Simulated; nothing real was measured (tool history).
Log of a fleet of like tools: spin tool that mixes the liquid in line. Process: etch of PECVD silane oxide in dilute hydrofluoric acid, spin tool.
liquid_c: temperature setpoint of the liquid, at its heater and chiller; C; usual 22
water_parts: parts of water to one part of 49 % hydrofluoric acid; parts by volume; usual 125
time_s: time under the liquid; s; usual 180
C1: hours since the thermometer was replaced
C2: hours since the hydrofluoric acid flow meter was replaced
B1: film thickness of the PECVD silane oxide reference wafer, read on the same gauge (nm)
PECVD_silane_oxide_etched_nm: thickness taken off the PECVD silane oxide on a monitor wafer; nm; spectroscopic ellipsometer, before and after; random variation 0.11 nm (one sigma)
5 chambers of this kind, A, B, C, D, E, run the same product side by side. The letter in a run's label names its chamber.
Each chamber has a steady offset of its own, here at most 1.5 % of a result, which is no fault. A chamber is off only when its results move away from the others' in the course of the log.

run 1A hour=5.1 | liquid_c=22 water_parts=125 time_s=180 | C1=343.9 C2=888.6 | B1=130 | PECVD_silane_oxide_etched_nm=30.671
run 2E hour=11.3 | liquid_c=22 water_parts=125 time_s=180 | C1=1584.1 C2=1298.4 | B1=130 | PECVD_silane_oxide_etched_nm=30.149
run 3C hour=15.3 | liquid_c=22 water_parts=125 time_s=180 | C1=1516.4 C2=1527.7 | B1=130.02 | PECVD_silane_oxide_etched_nm=30.149
run 4B hour=22.1 | liquid_c=22 water_parts=125 time_s=180 | C1=1474.6 C2=1510.8 | B1=129.99 | PECVD_silane_oxide_etched_nm=30.039
run 5D hour=26.5 | liquid_c=22 water_parts=145 time_s=115 | C1=306.3 C2=268 | B1=130.01 | PECVD_silane_oxide_etched_nm=16.431
run 6D hour=32.5 | liquid_c=22 water_parts=145 time_s=115 | C1=312.3 C2=274 | B1=129.99 | PECVD_silane_oxide_etched_nm=16.374
run 7E hour=38.1 | liquid_c=22 water_parts=145 time_s=115 | C1=1610.9 C2=1325.2 | B1=130.01 | PECVD_silane_oxide_etched_nm=16.318
-- hour=41.2 chamber B: hydrofluoric acid flow meter replaced
run 8C hour=46 | liquid_c=22 water_parts=145 time_s=115 | C1=1547.1 C2=1558.4 | B1=129.98 | PECVD_silane_oxide_etched_nm=16.287
run 9A hour=53.6 | liquid_c=22 water_parts=145 time_s=115 | C1=392.4 C2=937.1 | B1=129.97 | PECVD_silane_oxide_etched_nm=16.486
run 10B hour=58.3 | liquid_c=22 water_parts=125 time_s=180 | C1=1510.8 C2=17.1 | B1=129.99 | PECVD_silane_oxide_etched_nm=29.847
run 11D hour=65.5 | liquid_c=22 water_parts=125 time_s=180 | C1=345.3 C2=307 | B1=129.99 | PECVD_silane_oxide_etched_nm=30.324
run 12C hour=71.2 | liquid_c=22 water_parts=125 time_s=180 | C1=1572.3 C2=1583.6 | B1=130 | PECVD_silane_oxide_etched_nm=30.119
run 13B hour=75.2 | liquid_c=22 water_parts=125 time_s=180 | C1=1527.7 C2=34 | B1=130.02 | PECVD_silane_oxide_etched_nm=29.923
run 14E hour=81.1 | liquid_c=22 water_parts=125 time_s=180 | C1=1653.9 C2=1368.2 | B1=130.01 | PECVD_silane_oxide_etched_nm=30.283
run 15A hour=86.9 | liquid_c=22 water_parts=170 time_s=180 | C1=425.7 C2=970.4 | B1=130.03 | PECVD_silane_oxide_etched_nm=21.417
run 16A hour=93.7 | liquid_c=22 water_parts=170 time_s=180 | C1=432.5 C2=977.2 | B1=130 | PECVD_silane_oxide_etched_nm=21.556
run 17B hour=97.3 | liquid_c=22 water_parts=170 time_s=180 | C1=1549.8 C2=56.1 | B1=130.01 | PECVD_silane_oxide_etched_nm=20.997
run 18D hour=101.8 | liquid_c=22 water_parts=170 time_s=180 | C1=381.6 C2=343.3 | B1=129.98 | PECVD_silane_oxide_etched_nm=21.384
run 19E hour=108.3 | liquid_c=22 water_parts=170 time_s=180 | C1=1681.1 C2=1395.4 | B1=130.02 | PECVD_silane_oxide_etched_nm=21.185
run 20C hour=114.3 | liquid_c=24.5 water_parts=125 time_s=180 | C1=1615.4 C2=1626.7 | B1=129.99 | PECVD_silane_oxide_etched_nm=33.031
run 21B hour=122.3 | liquid_c=24.5 water_parts=125 time_s=180 | C1=1574.8 C2=81.1 | B1=129.98 | PECVD_silane_oxide_etched_nm=32.834
run 22C hour=127.6 | liquid_c=24.5 water_parts=125 time_s=180 | C1=1628.7 C2=1640 | B1=130.02 | PECVD_silane_oxide_etched_nm=33.382
run 23D hour=135.7 | liquid_c=24.5 water_parts=125 time_s=180 | C1=415.5 C2=377.2 | B1=129.99 | PECVD_silane_oxide_etched_nm=33.317
run 24E hour=141.9 | liquid_c=24.5 water_parts=125 time_s=180 | C1=1714.7 C2=1429 | B1=130.01 | PECVD_silane_oxide_etched_nm=33.475
run 25A hour=147.7 | liquid_c=22 water_parts=125 time_s=180 | C1=486.5 C2=1031.2 | B1=130 | PECVD_silane_oxide_etched_nm=30.625
run 26A hour=154 | liquid_c=24 water_parts=85 time_s=180 | C1=492.8 C2=1037.5 | B1=130 | PECVD_silane_oxide_etched_nm=50.531
run 27B hour=157.6 | liquid_c=24 water_parts=85 time_s=180 | C1=1610.1 C2=116.4 | B1=129.98 | PECVD_silane_oxide_etched_nm=49.525
run 28D hour=164.7 | liquid_c=24 water_parts=85 time_s=180 | C1=444.5 C2=406.2 | B1=130 | PECVD_silane_oxide_etched_nm=50.388
run 29C hour=168.6 | liquid_c=24 water_parts=85 time_s=180 | C1=1669.7 C2=1681 | B1=130 | PECVD_silane_oxide_etched_nm=50.389
-- hour=170.9 chamber C: thermometer replaced
run 30E hour=172.5 | liquid_c=24 water_parts=85 time_s=180 | C1=1745.3 C2=1459.6 | B1=130.02 | PECVD_silane_oxide_etched_nm=50.135
-- hour=175.3 chamber B: thermometer replaced
run 31B hour=178.7 | liquid_c=22 water_parts=125 time_s=180 | C1=3.5 C2=137.5 | B1=130.02 | PECVD_silane_oxide_etched_nm=29.897
run 32A hour=186.4 | liquid_c=22 water_parts=125 time_s=180 | C1=525.2 C2=1069.9 | B1=130.01 | PECVD_silane_oxide_etched_nm=30.665
run 33D hour=191 | liquid_c=22 water_parts=125 time_s=180 | C1=470.8 C2=432.5 | B1=130 | PECVD_silane_oxide_etched_nm=30.416
run 34E hour=197.2 | liquid_c=22 water_parts=125 time_s=180 | C1=1770 C2=1484.3 | B1=129.99 | PECVD_silane_oxide_etched_nm=30.131
run 35C hour=204.9 | liquid_c=22 water_parts=125 time_s=180 | C1=34.1 C2=1717.3 | B1=130 | PECVD_silane_oxide_etched_nm=30.033
run 36D hour=211.4 | liquid_c=22 water_parts=125 time_s=180 | C1=491.2 C2=452.9 | B1=130.01 | PECVD_silane_oxide_etched_nm=30.253
run 37E hour=218.9 | liquid_c=22 water_parts=125 time_s=180 | C1=1791.7 C2=1506 | B1=130 | PECVD_silane_oxide_etched_nm=30.335

Is one chamber off against the others, does the gauge drift, or is nothing wrong? If a chamber is off, say which, and what the likeliest cause is.

No chamber stands off beyond its own small offset, and the gauge holds steady.

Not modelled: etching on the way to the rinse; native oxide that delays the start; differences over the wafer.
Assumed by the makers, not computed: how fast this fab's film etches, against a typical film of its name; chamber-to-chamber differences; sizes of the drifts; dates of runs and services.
